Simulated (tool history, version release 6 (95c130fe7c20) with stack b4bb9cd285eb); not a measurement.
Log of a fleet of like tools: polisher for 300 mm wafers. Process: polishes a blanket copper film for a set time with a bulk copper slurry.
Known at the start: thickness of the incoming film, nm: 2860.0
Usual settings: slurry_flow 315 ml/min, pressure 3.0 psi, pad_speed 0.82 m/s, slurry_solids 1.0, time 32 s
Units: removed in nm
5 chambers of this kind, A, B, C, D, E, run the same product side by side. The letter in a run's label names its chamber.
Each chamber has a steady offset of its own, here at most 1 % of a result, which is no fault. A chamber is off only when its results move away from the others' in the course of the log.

run,hour,slurry_flow,pressure,pad_speed,slurry_solids,time,wafers polished on this pad,hours since the slurry nozzle was cleaned,hours since the head pressure was calibrated,hours since the slurry blender was calibrated,removed
1D,6.6,315,3.0,0.82,1.0,32,746,237.9,520.3,75.7,282.34
# hour 8.0: chamber B: worn pad replaced by a new one
# hour 10.3: chamber D: worn pad replaced by a new one
2B,15.2,315,3.0,0.82,1.0,32,101,371.0,355.8,131.2,282.90
3C,21.9,315,3.0,0.82,1.0,32,471,179.5,241.2,160.0,288.23
# hour 22.7: chamber C: slurry blender recalibrated
4A,27.3,315,3.0,0.82,1.0,32,506,82.6,773.1,96.6,286.57
5E,34.9,315,3.0,0.82,1.0,32,576,411.1,247.6,92.2,285.41
# hour 37.2: chamber E: slurry nozzle cleaned
6B,43.6,315,3.0,0.82,1.0,32,496,399.4,384.2,159.6,284.86
7A,51.0,315,3.0,0.82,1.0,32,836,106.3,796.8,120.3,285.79
# hour 56.9: chamber E: worn pad replaced by a new one
8D,59.1,250,3.6,0.82,1.0,32,680,290.4,572.8,128.2,329.69
9E,63.1,250,3.6,0.82,1.0,32,87,26.0,275.8,120.4,336.69
# hour 63.2: chamber A: worn pad replaced by a new one
# hour 64.4: chamber D: worn pad replaced by a new one
10C,67.6,250,3.6,0.82,1.0,32,1108,225.2,286.9,45.0,336.96
# hour 68.6: chamber B: worn pad replaced by a new one
11D,71.9,250,3.6,0.82,1.0,32,104,303.2,585.6,141.0,332.45
12C,76.0,250,3.6,0.82,1.0,32,1225,233.6,295.3,53.4,338.15
13B,82.6,315,3.0,0.82,1.0,32,195,438.4,423.2,198.6,283.05
# hour 86.4: chamber A: slurry blender recalibrated
# hour 86.6: chamber C: head pressure recalibrated
# hour 87.1: chamber C: worn pad replaced by a new one
# hour 89.9: chamber D: slurry nozzle cleaned
14A,90.6,315,3.0,0.82,1.0,32,382,145.9,836.4,4.3,282.99
15E,94.9,315,3.0,0.82,0.8,32,530,57.8,307.6,152.2,272.81
16A,100.5,315,3.0,0.82,0.8,32,520,155.8,846.3,14.2,272.14
17B,107.4,315,3.0,0.82,0.8,32,540,463.2,448.0,223.4,270.97
18E,113.2,315,3.0,0.82,0.8,32,785,76.1,325.9,170.5,269.01
# hour 119.3: chamber E: worn pad replaced by a new one
# hour 119.3: chamber B: worn pad replaced by a new one
19C,120.8,315,3.0,0.82,0.8,32,470,278.4,34.3,98.2,276.79
20D,127.4,315,3.0,0.82,1.0,32,877,37.6,641.1,196.5,279.57
# hour 128.3: chamber D: worn pad replaced by a new one
# hour 132.5: chamber B: slurry blender recalibrated
21D,134.2,315,3.0,0.82,1.0,32,83,44.4,647.9,203.3,291.09
# hour 135.4: chamber A: worn pad replaced by a new one
22C,141.4,315,3.0,0.82,1.0,32,757,299.0,54.9,118.8,287.92
23A,148.1,315,3.0,0.82,1.0,32,177,203.4,893.9,61.8,286.13
24E,152.2,315,3.0,0.82,1.0,32,459,115.1,364.9,209.5,290.05
25B,160.1,315,3.0,0.82,1.0,32,569,515.9,500.7,27.7,282.17
26B,165.0,315,2.4,0.82,1.3,32,637,520.8,505.6,32.6,244.73
27E,170.0,315,2.4,0.82,1.3,32,707,132.9,382.7,227.3,246.43
# hour 172.8: chamber B: slurry nozzle cleaned
28C,178.6,315,2.4,0.82,1.3,32,1275,336.2,92.1,156.0,244.48
# hour 181.7: chamber C: slurry blender recalibrated
# hour 184.6: chamber B: worn pad replaced by a new one
29A,186.9,315,2.4,0.82,1.3,32,717,242.2,932.7,100.6,239.00
# hour 191.5: chamber E: worn pad replaced by a new one
# hour 194.6: chamber D: worn pad replaced by a new one
30D,195.2,315,2.4,0.82,1.3,32,9,105.4,708.9,264.3,243.50
# hour 197.4: chamber A: worn pad replaced by a new one
31D,203.4,315,3.0,0.82,1.0,32,123,113.6,717.1,272.5,280.39
# hour 203.6: chamber C: worn pad replaced by a new one
32A,209.5,315,2.4,0.82,1.0,32,169,264.8,955.3,123.2,226.66
33B,214.0,315,2.4,0.82,1.0,32,409,41.3,554.6,81.6,229.99
34E,219.3,315,2.4,0.82,1.0,32,388,182.2,432.0,276.6,230.95
# hour 224.6: chamber B: head pressure recalibrated
35C,225.4,315,2.4,0.82,1.0,32,304,383.0,138.9,43.7,230.85
36B,234.0,315,2.4,0.82,1.0,32,688,61.3,9.4,101.6,232.40
37D,241.4,315,3.0,0.82,1.0,32,653,151.6,755.1,310.5,280.71
38C,248.4,315,3.0,0.82,1.0,32,624,406.0,161.9,66.7,292.20
# hour 249.1: chamber D: worn pad replaced by a new one
# hour 249.2: chamber E: worn pad replaced by a new one
# hour 250.0: chamber A: slurry blender recalibrated
# hour 252.2: chamber E: head pressure recalibrated
# hour 253.3: chamber A: slurry nozzle cleaned
# hour 254.8: chamber E: slurry blender recalibrated
39E,256.1,315,3.0,0.82,1.0,32,96,219.0,4.0,1.4,285.16
# hour 260.8: chamber A: worn pad replaced by a new one
40A,264.7,315,3.0,0.82,1.0,32,55,11.4,1010.5,14.8,286.01
41A,273.5,315,3.0,0.82,1.0,32,177,20.2,1019.3,23.6,286.20
42D,280.7,315,3.0,0.82,1.0,32,440,190.9,794.4,349.8,288.09
43E,288.9,315,3.0,0.82,1.0,32,553,251.8,36.8,34.2,289.39

Next, every chamber runs the same settings. What will each give?
44A,295.5,315,3.0,0.82,1.0,32,,,,,?
44B,295.5,315,3.0,0.82,1.0,32,,,,,?
44C,295.5,315,3.0,0.82,1.0,32,,,,,?
44D,295.5,315,3.0,0.82,1.0,32,,,,,?
44E,295.5,315,3.0,0.82,1.0,32,,,,,?

run,removed
44A,281.15
44B,286.78
44C,283.96
44D,287.27
44E,285.99
